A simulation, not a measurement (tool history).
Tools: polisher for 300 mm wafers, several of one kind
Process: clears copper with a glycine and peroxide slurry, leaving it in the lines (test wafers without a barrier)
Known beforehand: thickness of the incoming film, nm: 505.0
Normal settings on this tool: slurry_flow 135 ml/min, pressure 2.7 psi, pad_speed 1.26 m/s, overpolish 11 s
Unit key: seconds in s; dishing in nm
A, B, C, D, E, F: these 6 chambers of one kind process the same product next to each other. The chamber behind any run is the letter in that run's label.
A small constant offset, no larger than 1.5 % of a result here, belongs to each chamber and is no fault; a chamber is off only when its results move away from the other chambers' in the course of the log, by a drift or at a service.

run     day  slurry_flow  pressure  pad_speed  overpolish  wafers polished on this pad  hours since the slurry nozzle was cleaned  hours since the head pressure was calibrated  seconds  dishing
      0.233  -- chamber E: worn pad replaced by a new one
      0.242  -- chamber A: worn pad replaced by a new one
 1D   0.358          135       2.7       1.26          11                          243                                      504.7                                         211.2   92.337   28.896
      0.438  -- chamber A: head pressure recalibrated
 2C   0.779          135       2.7       1.26          11                          246                                      410.4                                         302.2    97.55   29.864
      0.833  -- chamber F: worn pad replaced by a new one
 3B   1.079          135       2.7       1.26          11                          588                                      128.8                                         422.5   94.636   30.247
 4F   1.454          135       2.7       1.26          11                          129                                       52.6                                         557.8   95.256   30.436
 5A   1.779          135       2.7       1.26          11                          319                                      542.4                                          32.2   96.418    29.34
 6E   2.054          135       2.7       1.26          11                          379                                       64.9                                           820   93.135   29.718
      2.075  -- chamber B: worn pad replaced by a new one
      2.354  -- chamber C: worn pad replaced by a new one
 7A   2.354          135       2.7       1.26          11                          439                                      556.2                                            46   92.036   29.807
 8F   2.621          135       2.7       0.96          15                          372                                       80.6                                         585.8   118.18   31.472
 9E   2.892          135       2.7       0.96          15                          553                                         85                                         840.1   120.25   30.722
10B   3.196          135       2.7       0.96          15                          233                                      179.6                                         473.3   118.17   30.884
      3.271  -- chamber F: worn pad replaced by a new one
      3.275  -- chamber A: worn pad replaced by a new one
      3.346  -- chamber A: slurry nozzle cleaned
11D    3.45          135       2.7       0.96          15                          886                                      578.9                                         285.4    118.3   31.103
        3.5  -- chamber E: head pressure recalibrated
12C   3.642          135       2.7       0.96          15                          267                                      479.1                                         370.9    122.5   31.807
13C   3.958          135       2.7       0.96          15                          333                                      486.7                                         378.5    118.2   33.708
14A   4.392          135       2.7       1.26          11                          232                                       25.2                                          94.9    93.25   29.244
       4.45  -- chamber E: worn pad replaced by a new one
      4.679  -- chamber B: head pressure recalibrated
15B   4.679          135       2.7       1.26          11                          541                                      215.2                                             0    94.09   29.123
      4.796  -- chamber C: worn pad replaced by a new one
16D   4.958          135       2.7       1.26          11                         1200                                      615.1                                         321.6    94.95   29.189
17E     5.4          135       2.7       1.26          11                          197                                      145.2                                          45.7   96.048   29.243
18F   5.788          165       2.7       1.26          11                          523                                      156.6                                         661.8   93.072    31.58
19D   6.175          165       2.7       1.26          11                         1453                                      644.3                                         350.8    91.01   30.454
      6.258  -- chamber F: worn pad replaced by a new one
      6.275  -- chamber B: worn pad replaced by a new one
      6.383  -- chamber A: worn pad replaced by a new one
20F   6.538          165       2.7       1.26          11                           58                                      174.6                                         679.8   93.372    30.82
21B   6.771          165       2.7       1.26          11                          103                                      265.4                                          50.2   90.862   31.578
      6.792  -- chamber D: slurry nozzle cleaned
22E   7.171          165       2.7       1.26          11                          566                                      187.7                                          88.2   89.632   29.396
      7.304  -- chamber C: worn pad replaced by a new one
23C   7.383          165       2.7       1.26          11                           17                                      568.9                                         460.7   91.861   30.951
24A   7.738          135       2.7       1.26          11                          282                                      105.5                                         175.2   96.481   28.732
25E   7.996          135       2.7       1.26          11                          737                                      207.5                                           108   94.298   29.403
      8.338  -- chamber E: worn pad replaced by a new one
26D   8.392          135       2.7       1.26          11                         1914                                       38.4                                           404   98.857   28.004
27B   8.771          135       2.7       1.26          11                          519                                      313.4                                          98.2   95.854   30.254
28F   9.108          135       3.4       1.26          11                          592                                      236.3                                         741.5    76.02    33.81
      9.229  -- chamber F: worn pad replaced by a new one
29C     9.4          135       3.4       1.26          11                          436                                      617.3                                         509.1   75.184   32.814
      9.692  -- chamber A: worn pad replaced by a new one
30A   9.708          135       3.4       1.26          11                            4                                      152.8                                         222.5   77.875   33.164
      9.938  -- chamber C: worn pad replaced by a new one
31C  10.083          135       3.4       1.26          11                           30                                      633.7                                         525.5   76.622   32.259
32F  10.279          135       3.4       1.26          11                          218                                      264.4                                         769.6   75.915   33.296
33D  10.533          135       3.4       1.26          11                         2359                                       89.8                                         455.4   83.088   31.037
     10.825  -- chamber B: worn pad replaced by a new one
34B  10.833          135       2.7       1.26          11                            2                                      362.9                                         147.7    94.38   30.687
35A  11.042          150       2.7       1.26          16                          281                                      184.8                                         254.5   92.936   35.831
36E  11.462          150       2.7       1.26          16                          650                                      290.7                                         191.2   96.053   36.452
37A   11.85          150       2.7       1.26          16                          449                                      204.2                                         273.9   95.064   37.058
     12.162  -- chamber E: worn pad replaced by a new one
38B  12.221          150       2.7       1.26          16                          290                                      396.2                                           181   91.606   37.427
     12.338  -- chamber F: worn pad replaced by a new one
39F  12.475          150       2.7       1.26          16                           28                                      317.1                                         822.3   94.049   36.278
40C  12.696          150       2.7       1.26          16                          574                                      696.4                                         588.2   91.176   37.254
     12.933  -- chamber A: worn pad replaced by a new one
41D  13.054          135       2.7       1.26          11                         2883                                      150.3                                         515.9   102.42   27.629
42E  13.254          135       2.7       1.26          11                          227                                      333.7                                         234.2   95.189   28.264
43D  13.483          135       2.7       1.26          11                         2972                                      160.6                                         526.2   104.03   27.916
44A  13.925          135       2.7       1.26          11                          207                                        254                                         323.7   95.909   29.523

Next, every chamber runs the same settings. What will each give?
45A  14.242          135       2.7       1.04          11                                                                                                                              ?        ?
45B  14.242          135       2.7       1.04          11                                                                                                                              ?        ?
45C  14.242          135       2.7       1.04          11                                                                                                                              ?        ?
45D  14.242          135       2.7       1.04          11                                                                                                                              ?        ?
45E  14.242          135       2.7       1.04          11                                                                                                                              ?        ?
45F  14.242          135       2.7       1.04          11                                                                                                                              ?        ?

run  seconds  dishing
45A   109.85   27.298
45B   112.13   27.973
45C   113.69   27.378
45D   123.17   24.582
45E   115.02    27.56
45F   111.58   26.927
